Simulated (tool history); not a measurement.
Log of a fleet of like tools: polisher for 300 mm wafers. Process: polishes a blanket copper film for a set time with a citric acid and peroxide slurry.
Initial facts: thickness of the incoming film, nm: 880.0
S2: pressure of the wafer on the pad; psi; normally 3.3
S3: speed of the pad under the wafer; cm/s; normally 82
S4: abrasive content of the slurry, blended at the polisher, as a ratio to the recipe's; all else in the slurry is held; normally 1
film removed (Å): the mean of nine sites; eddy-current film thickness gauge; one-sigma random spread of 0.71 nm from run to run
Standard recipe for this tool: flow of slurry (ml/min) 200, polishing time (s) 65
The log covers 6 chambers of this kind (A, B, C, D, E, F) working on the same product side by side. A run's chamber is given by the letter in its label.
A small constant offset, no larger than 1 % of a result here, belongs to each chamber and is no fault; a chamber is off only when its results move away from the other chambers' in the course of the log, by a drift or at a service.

-- hour=2.3 chamber B: worn pad replaced by a new one
run 1A hour=5.6 | flow_of_slurry_(ml/min)=200 S2=3.3 S3=82 S4=1 polishing_time_(s)=65 | film_removed_(Å)=1166
run 2F hour=10 | flow_of_slurry_(ml/min)=200 S2=3.3 S3=82 S4=1 polishing_time_(s)=65 | film_removed_(Å)=1176.4
run 3D hour=16.5 | flow_of_slurry_(ml/min)=200 S2=3.3 S3=82 S4=1 polishing_time_(s)=65 | film_removed_(Å)=1178
-- hour=21.6 chamber E: worn pad replaced by a new one
run 4C hour=22.6 | flow_of_slurry_(ml/min)=200 S2=3.3 S3=82 S4=1 polishing_time_(s)=65 | film_removed_(Å)=1179.1
-- hour=27.3 chamber A: worn pad replaced by a new one
run 5E hour=29.3 | flow_of_slurry_(ml/min)=200 S2=3.3 S3=82 S4=1 polishing_time_(s)=65 | film_removed_(Å)=1156.7
run 6B hour=37.5 | flow_of_slurry_(ml/min)=200 S2=3.3 S3=82 S4=1 polishing_time_(s)=65 | film_removed_(Å)=1157.9
run 7C hour=43.4 | flow_of_slurry_(ml/min)=200 S2=3.3 S3=82 S4=1 polishing_time_(s)=65 | film_removed_(Å)=1148.7
-- hour=44.1 chamber F: worn pad replaced by a new one
-- hour=50.2 chamber C: slurry blender recalibrated
run 8B hour=51.9 | flow_of_slurry_(ml/min)=200 S2=3.3 S3=82 S4=1 polishing_time_(s)=65 | film_removed_(Å)=1156.2
run 9D hour=58.4 | flow_of_slurry_(ml/min)=200 S2=3.3 S3=64 S4=1 polishing_time_(s)=77 | film_removed_(Å)=1088.1
run 10A hour=62.6 | flow_of_slurry_(ml/min)=200 S2=3.3 S3=64 S4=1 polishing_time_(s)=77 | film_removed_(Å)=1082.9
run 11E hour=68 | flow_of_slurry_(ml/min)=200 S2=3.3 S3=64 S4=1 polishing_time_(s)=77 | film_removed_(Å)=1081.2
-- hour=68.7 chamber D: worn pad replaced by a new one
-- hour=70 chamber D: slurry blender recalibrated
run 12F hour=74.8 | flow_of_slurry_(ml/min)=200 S2=3.3 S3=64 S4=1 polishing_time_(s)=77 | film_removed_(Å)=1078.6
run 13C hour=79.5 | flow_of_slurry_(ml/min)=200 S2=3.3 S3=64 S4=1 polishing_time_(s)=77 | film_removed_(Å)=1080.3
run 14B hour=83.8 | flow_of_slurry_(ml/min)=200 S2=3.3 S3=64 S4=1 polishing_time_(s)=77 | film_removed_(Å)=1069.6
run 15F hour=88.2 | flow_of_slurry_(ml/min)=200 S2=3.3 S3=82 S4=1 polishing_time_(s)=65 | film_removed_(Å)=1157.1
-- hour=88.7 chamber B: slurry nozzle cleaned
-- hour=93.6 chamber E: worn pad replaced by a new one
run 16A hour=95.8 | flow_of_slurry_(ml/min)=200 S2=3.3 S3=82 S4=1 polishing_time_(s)=65 | film_removed_(Å)=1164
run 17E hour=99.7 | flow_of_slurry_(ml/min)=200 S2=3.3 S3=82 S4=1 polishing_time_(s)=65 | film_removed_(Å)=1142.2
-- hour=104.3 chamber F: worn pad replaced by a new one
run 18D hour=107.2 | flow_of_slurry_(ml/min)=200 S2=3.3 S3=82 S4=1 polishing_time_(s)=65 | film_removed_(Å)=1164.2
-- hour=109.8 chamber A: worn pad replaced by a new one
run 19A hour=111.8 | flow_of_slurry_(ml/min)=175 S2=3.3 S3=82 S4=1 polishing_time_(s)=65 | film_removed_(Å)=1142.8
run 20E hour=119.2 | flow_of_slurry_(ml/min)=175 S2=3.3 S3=82 S4=1 polishing_time_(s)=65 | film_removed_(Å)=1127.3
run 21D hour=124.3 | flow_of_slurry_(ml/min)=175 S2=3.3 S3=82 S4=1 polishing_time_(s)=65 | film_removed_(Å)=1155.2
run 22B hour=132.2 | flow_of_slurry_(ml/min)=175 S2=3.3 S3=82 S4=1 polishing_time_(s)=65 | film_removed_(Å)=1139.4
-- hour=134.3 chamber B: worn pad replaced by a new one
-- hour=137.3 chamber C: worn pad replaced by a new one
run 23F hour=138 | flow_of_slurry_(ml/min)=175 S2=3.3 S3=82 S4=1 polishing_time_(s)=65 | film_removed_(Å)=1146.6
run 24C hour=146.3 | flow_of_slurry_(ml/min)=175 S2=3.3 S3=82 S4=1 polishing_time_(s)=65 | film_removed_(Å)=1103.1
run 25E hour=151.4 | flow_of_slurry_(ml/min)=200 S2=3.3 S3=82 S4=1 polishing_time_(s)=65 | film_removed_(Å)=1157
run 26A hour=158.8 | flow_of_slurry_(ml/min)=200 S2=3.3 S3=82 S4=1 polishing_time_(s)=65 | film_removed_(Å)=1156.3
run 27F hour=165.2 | flow_of_slurry_(ml/min)=200 S2=3.3 S3=82 S4=1 polishing_time_(s)=65 | film_removed_(Å)=1168.8
-- hour=170.4 chamber F: worn pad replaced by a new one
run 28D hour=172.9 | flow_of_slurry_(ml/min)=200 S2=3.3 S3=82 S4=1 polishing_time_(s)=65 | film_removed_(Å)=1171.7
run 29B hour=176.9 | flow_of_slurry_(ml/min)=200 S2=3.3 S3=82 S4=1 polishing_time_(s)=65 | film_removed_(Å)=1143.6
-- hour=179.7 chamber E: worn pad replaced by a new one
run 30C hour=185.3 | flow_of_slurry_(ml/min)=200 S2=3.3 S3=82 S4=1 polishing_time_(s)=65 | film_removed_(Å)=1111
run 31F hour=190.5 | flow_of_slurry_(ml/min)=200 S2=3.3 S3=82 S4=1 polishing_time_(s)=65 | film_removed_(Å)=1175.3
-- hour=197.6 chamber A: worn pad replaced by a new one
run 32E hour=198.2 | flow_of_slurry_(ml/min)=200 S2=3.3 S3=82 S4=1 polishing_time_(s)=65 | film_removed_(Å)=1160.1
run 33D hour=205.6 | flow_of_slurry_(ml/min)=200 S2=3.3 S3=82 S4=1 polishing_time_(s)=65 | film_removed_(Å)=1170.5
run 34B hour=213.8 | flow_of_slurry_(ml/min)=200 S2=3.3 S3=82 S4=1 polishing_time_(s)=65 | film_removed_(Å)=1155.6
run 35A hour=218.3 | flow_of_slurry_(ml/min)=200 S2=3.3 S3=82 S4=1 polishing_time_(s)=65 | film_removed_(Å)=1155.2
-- hour=220.4 chamber A: slurry blender recalibrated
run 36C hour=223.9 | flow_of_slurry_(ml/min)=200 S2=3.3 S3=82 S4=1 polishing_time_(s)=65 | film_removed_(Å)=1099.2
-- hour=227.8 chamber D: worn pad replaced by a new one
run 37F hour=230.9 | flow_of_slurry_(ml/min)=200 S2=4.2 S3=82 S4=0.85 polishing_time_(s)=65 | film_removed_(Å)=1416.1
run 38B hour=237.4 | flow_of_slurry_(ml/min)=200 S2=4.2 S3=82 S4=0.85 polishing_time_(s)=65 | film_removed_(Å)=1412.8
run 39D hour=243.4 | flow_of_slurry_(ml/min)=200 S2=4.2 S3=82 S4=0.85 polishing_time_(s)=65 | film_removed_(Å)=1435.4
run 40C hour=249.9 | flow_of_slurry_(ml/min)=200 S2=4.2 S3=82 S4=0.85 polishing_time_(s)=65 | film_removed_(Å)=1335.3
run 41A hour=254.5 | flow_of_slurry_(ml/min)=200 S2=4.2 S3=82 S4=0.85 polishing_time_(s)=65 | film_removed_(Å)=1406.7
run 42E hour=259.9 | flow_of_slurry_(ml/min)=200 S2=4.2 S3=82 S4=0.85 polishing_time_(s)=65 | film_removed_(Å)=1411.8

For the next run the whole fleet of 6 chambers uses the same settings. Give each chamber's results:
run 43A hour=266.2 | flow_of_slurry_(ml/min)=200 S2=3.3 S3=62 S4=1 polishing_time_(s)=65 | film_removed_(Å)=?
run 43B hour=266.2 | flow_of_slurry_(ml/min)=200 S2=3.3 S3=62 S4=1 polishing_time_(s)=65 | film_removed_(Å)=?
run 43C hour=266.2 | flow_of_slurry_(ml/min)=200 S2=3.3 S3=62 S4=1 polishing_time_(s)=65 | film_removed_(Å)=?
run 43D hour=266.2 | flow_of_slurry_(ml/min)=200 S2=3.3 S3=62 S4=1 polishing_time_(s)=65 | film_removed_(Å)=?
run 43E hour=266.2 | flow_of_slurry_(ml/min)=200 S2=3.3 S3=62 S4=1 polishing_time_(s)=65 | film_removed_(Å)=?
run 43F hour=266.2 | flow_of_slurry_(ml/min)=200 S2=3.3 S3=62 S4=1 polishing_time_(s)=65 | film_removed_(Å)=?

run=43A film_removed_(Å)=888.84
run=43B film_removed_(Å)=876.83
run=43C film_removed_(Å)=812.11
run=43D film_removed_(Å)=892.14
run=43E film_removed_(Å)=875.16
run=43F film_removed_(Å)=883.73
